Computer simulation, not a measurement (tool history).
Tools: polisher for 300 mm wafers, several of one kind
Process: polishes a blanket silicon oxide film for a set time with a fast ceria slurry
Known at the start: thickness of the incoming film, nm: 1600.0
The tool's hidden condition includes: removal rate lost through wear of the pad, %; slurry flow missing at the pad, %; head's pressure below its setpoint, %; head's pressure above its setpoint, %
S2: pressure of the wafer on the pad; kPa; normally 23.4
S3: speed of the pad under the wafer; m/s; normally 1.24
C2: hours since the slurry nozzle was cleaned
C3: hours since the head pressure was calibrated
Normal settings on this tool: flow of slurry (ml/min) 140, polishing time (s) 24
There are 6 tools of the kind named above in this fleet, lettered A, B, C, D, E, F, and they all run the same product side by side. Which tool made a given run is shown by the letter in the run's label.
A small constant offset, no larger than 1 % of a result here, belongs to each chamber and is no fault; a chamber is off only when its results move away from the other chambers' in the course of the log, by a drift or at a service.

run 1C day=0.200 | flow_of_slurry_(ml/min)=140 S2=23.4 S3=1.24 polishing_time_(s)=24 | wafers_polished_on_this_pad=1377 C2=305.8 C3=546.0 | film_removed_(Å)=6359.5
run 2E day=0.350 | flow_of_slurry_(ml/min)=140 S2=23.4 S3=1.24 polishing_time_(s)=24 | wafers_polished_on_this_pad=243 C2=45.3 C3=136.6 | film_removed_(Å)=6438.1
run 3B day=0.571 | flow_of_slurry_(ml/min)=140 S2=23.4 S3=1.24 polishing_time_(s)=24 | wafers_polished_on_this_pad=487 C2=15.3 C3=456.1 | film_removed_(Å)=6285.2
-- day=0.625 chamber D: worn pad replaced by a new one
run 4F day=0.767 | flow_of_slurry_(ml/min)=140 S2=23.4 S3=1.24 polishing_time_(s)=24 | wafers_polished_on_this_pad=670 C2=403.3 C3=429.8 | film_removed_(Å)=6342.7
-- day=0.896 chamber A: worn pad replaced by a new one
-- day=0.925 chamber C: worn pad replaced by a new one
run 5A day=0.946 | flow_of_slurry_(ml/min)=140 S2=23.4 S3=1.24 polishing_time_(s)=24 | wafers_polished_on_this_pad=20 C2=187.3 C3=422.2 | film_removed_(Å)=6327.0
run 6D day=1.075 | flow_of_slurry_(ml/min)=140 S2=23.4 S3=1.24 polishing_time_(s)=24 | wafers_polished_on_this_pad=172 C2=73.4 C3=171.7 | film_removed_(Å)=6423.3
-- day=1.238 chamber E: worn pad replaced by a new one
run 7A day=1.296 | flow_of_slurry_(ml/min)=140 S2=23.4 S3=1.24 polishing_time_(s)=24 | wafers_polished_on_this_pad=154 C2=195.7 C3=430.6 | film_removed_(Å)=6250.3
run 8C day=1.433 | flow_of_slurry_(ml/min)=140 S2=23.4 S3=1.24 polishing_time_(s)=24 | wafers_polished_on_this_pad=194 C2=335.4 C3=575.6 | film_removed_(Å)=6287.4
-- day=1.546 chamber F: worn pad replaced by a new one
run 9B day=1.617 | flow_of_slurry_(ml/min)=140 S2=23.4 S3=1.24 polishing_time_(s)=24 | wafers_polished_on_this_pad=888 C2=40.4 C3=481.2 | film_removed_(Å)=6359.9
run 10E day=1.829 | flow_of_slurry_(ml/min)=140 S2=23.4 S3=1.24 polishing_time_(s)=29 | wafers_polished_on_this_pad=227 C2=80.8 C3=172.1 | film_removed_(Å)=7720.3
run 11D day=1.938 | flow_of_slurry_(ml/min)=140 S2=23.4 S3=1.24 polishing_time_(s)=29 | wafers_polished_on_this_pad=502 C2=94.1 C3=192.4 | film_removed_(Å)=7667.9
-- day=2.071 chamber C: slurry nozzle cleaned
run 12F day=2.162 | flow_of_slurry_(ml/min)=140 S2=23.4 S3=1.24 polishing_time_(s)=29 | wafers_polished_on_this_pad=237 C2=436.8 C3=463.3 | film_removed_(Å)=7752.4
run 13E day=2.400 | flow_of_slurry_(ml/min)=140 S2=23.4 S3=1.24 polishing_time_(s)=29 | wafers_polished_on_this_pad=445 C2=94.5 C3=185.8 | film_removed_(Å)=7724.6
run 14C day=2.525 | flow_of_slurry_(ml/min)=140 S2=23.4 S3=1.24 polishing_time_(s)=29 | wafers_polished_on_this_pad=612 C2=10.9 C3=601.8 | film_removed_(Å)=7542.9
-- day=2.542 chamber D: worn pad replaced by a new one
run 15B day=2.638 | flow_of_slurry_(ml/min)=140 S2=23.4 S3=1.24 polishing_time_(s)=29 | wafers_polished_on_this_pad=1278 C2=64.9 C3=505.7 | film_removed_(Å)=7606.5
run 16D day=2.808 | flow_of_slurry_(ml/min)=140 S2=23.4 S3=1.40 polishing_time_(s)=27 | wafers_polished_on_this_pad=102 C2=115.0 C3=213.3 | film_removed_(Å)=8046.5
-- day=2.946 chamber E: worn pad replaced by a new one
run 17F day=3.000 | flow_of_slurry_(ml/min)=140 S2=23.4 S3=1.40 polishing_time_(s)=27 | wafers_polished_on_this_pad=558 C2=456.9 C3=483.4 | film_removed_(Å)=8088.0
run 18A day=3.208 | flow_of_slurry_(ml/min)=140 S2=23.4 S3=1.40 polishing_time_(s)=27 | wafers_polished_on_this_pad=886 C2=241.6 C3=476.5 | film_removed_(Å)=8091.0
-- day=3.321 chamber B: worn pad replaced by a new one
-- day=3.400 chamber A: worn pad replaced by a new one
run 19F day=3.417 | flow_of_slurry_(ml/min)=140 S2=23.4 S3=1.40 polishing_time_(s)=27 | wafers_polished_on_this_pad=717 C2=466.9 C3=493.4 | film_removed_(Å)=8160.9
run 20C day=3.550 | flow_of_slurry_(ml/min)=140 S2=23.4 S3=1.40 polishing_time_(s)=27 | wafers_polished_on_this_pad=1005 C2=35.5 C3=626.4 | film_removed_(Å)=8061.4
run 21D day=3.738 | flow_of_slurry_(ml/min)=140 S2=23.4 S3=1.40 polishing_time_(s)=27 | wafers_polished_on_this_pad=457 C2=137.3 C3=235.6 | film_removed_(Å)=8133.7
run 22A day=3.896 | flow_of_slurry_(ml/min)=140 S2=23.4 S3=1.24 polishing_time_(s)=24 | wafers_polished_on_this_pad=190 C2=258.1 C3=493.0 | film_removed_(Å)=6430.1
run 23E day=4.050 | flow_of_slurry_(ml/min)=140 S2=23.4 S3=1.24 polishing_time_(s)=24 | wafers_polished_on_this_pad=422 C2=134.1 C3=225.4 | film_removed_(Å)=6323.4
-- day=4.146 chamber F: worn pad replaced by a new one
-- day=4.162 chamber D: worn pad replaced by a new one
run 24B day=4.267 | flow_of_slurry_(ml/min)=140 S2=23.4 S3=1.24 polishing_time_(s)=24 | wafers_polished_on_this_pad=362 C2=104.0 C3=544.8 | film_removed_(Å)=6362.6
-- day=4.396 chamber E: worn pad replaced by a new one
-- day=4.450 chamber C: worn pad replaced by a new one
run 25B day=4.488 | flow_of_slurry_(ml/min)=140 S2=23.4 S3=1.24 polishing_time_(s)=24 | wafers_polished_on_this_pad=446 C2=109.3 C3=550.1 | film_removed_(Å)=6278.9
run 26C day=4.625 | flow_of_slurry_(ml/min)=175 S2=23.4 S3=0.86 polishing_time_(s)=24 | wafers_polished_on_this_pad=67 C2=61.3 C3=652.2 | film_removed_(Å)=4513.6
-- day=4.696 chamber B: head pressure recalibrated
run 27D day=4.862 | flow_of_slurry_(ml/min)=175 S2=23.4 S3=0.86 polishing_time_(s)=24 | wafers_polished_on_this_pad=269 C2=164.3 C3=262.6 | film_removed_(Å)=4579.2
run 28A day=5.008 | flow_of_slurry_(ml/min)=175 S2=23.4 S3=0.86 polishing_time_(s)=24 | wafers_polished_on_this_pad=616 C2=284.8 C3=519.7 | film_removed_(Å)=4467.7
run 29F day=5.196 | flow_of_slurry_(ml/min)=175 S2=23.4 S3=0.86 polishing_time_(s)=24 | wafers_polished_on_this_pad=402 C2=509.6 C3=536.1 | film_removed_(Å)=4576.2
run 30E day=5.325 | flow_of_slurry_(ml/min)=175 S2=23.4 S3=0.86 polishing_time_(s)=24 | wafers_polished_on_this_pad=356 C2=164.7 C3=256.0 | film_removed_(Å)=4638.3
run 31D day=5.433 | flow_of_slurry_(ml/min)=175 S2=23.4 S3=0.86 polishing_time_(s)=24 | wafers_polished_on_this_pad=487 C2=178.0 C3=276.3 | film_removed_(Å)=4566.3
-- day=5.658 chamber A: worn pad replaced by a new one
run 32B day=5.658 | flow_of_slurry_(ml/min)=140 S2=23.4 S3=1.24 polishing_time_(s)=24 | wafers_polished_on_this_pad=894 C2=137.4 C3=23.1 | film_removed_(Å)=6381.1
run 33C day=5.792 | flow_of_slurry_(ml/min)=140 S2=23.4 S3=1.24 polishing_time_(s)=24 | wafers_polished_on_this_pad=514 C2=89.3 C3=680.2 | film_removed_(Å)=6245.8
-- day=5.838 chamber D: worn pad replaced by a new one
run 34E day=5.996 | flow_of_slurry_(ml/min)=140 S2=23.4 S3=1.24 polishing_time_(s)=24 | wafers_polished_on_this_pad=613 C2=180.8 C3=272.1 | film_removed_(Å)=6369.3
-- day=6.054 chamber E: worn pad replaced by a new one
-- day=6.179 chamber F: worn pad replaced by a new one
run 35F day=6.192 | flow_of_slurry_(ml/min)=140 S2=23.4 S3=1.24 polishing_time_(s)=24 | wafers_polished_on_this_pad=5 C2=533.5 C3=560.0 | film_removed_(Å)=6472.4
run 36A day=6.317 | flow_of_slurry_(ml/min)=140 S2=23.4 S3=1.24 polishing_time_(s)=24 | wafers_polished_on_this_pad=253 C2=316.2 C3=551.1 | film_removed_(Å)=6278.5
run 37B day=6.479 | flow_of_slurry_(ml/min)=140 S2=23.4 S3=1.24 polishing_time_(s)=24 | wafers_polished_on_this_pad=1209 C2=157.1 C3=42.8 | film_removed_(Å)=6263.7
run 38D day=6.629 | flow_of_slurry_(ml/min)=140 S2=23.4 S3=1.24 polishing_time_(s)=24 | wafers_polished_on_this_pad=303 C2=206.7 C3=305.0 | film_removed_(Å)=6314.9
run 39C day=6.858 | flow_of_slurry_(ml/min)=140 S2=23.4 S3=1.24 polishing_time_(s)=24 | wafers_polished_on_this_pad=922 C2=114.9 C3=705.8 | film_removed_(Å)=6291.0
run 40E day=6.971 | flow_of_slurry_(ml/min)=140 S2=23.4 S3=1.24 polishing_time_(s)=24 | wafers_polished_on_this_pad=351 C2=204.2 C3=295.5 | film_removed_(Å)=6365.3
run 41F day=7.092 | flow_of_slurry_(ml/min)=140 S2=23.4 S3=1.24 polishing_time_(s)=24 | wafers_polished_on_this_pad=349 C2=555.1 C3=581.6 | film_removed_(Å)=6351.2

Is one chamber off against the others, does the gauge drift, or is nothing wrong? If a chamber is off, say which, and what the likeliest cause is.

No chamber is off and the gauge is stable; the differences are just each chamber's small, constant offset.

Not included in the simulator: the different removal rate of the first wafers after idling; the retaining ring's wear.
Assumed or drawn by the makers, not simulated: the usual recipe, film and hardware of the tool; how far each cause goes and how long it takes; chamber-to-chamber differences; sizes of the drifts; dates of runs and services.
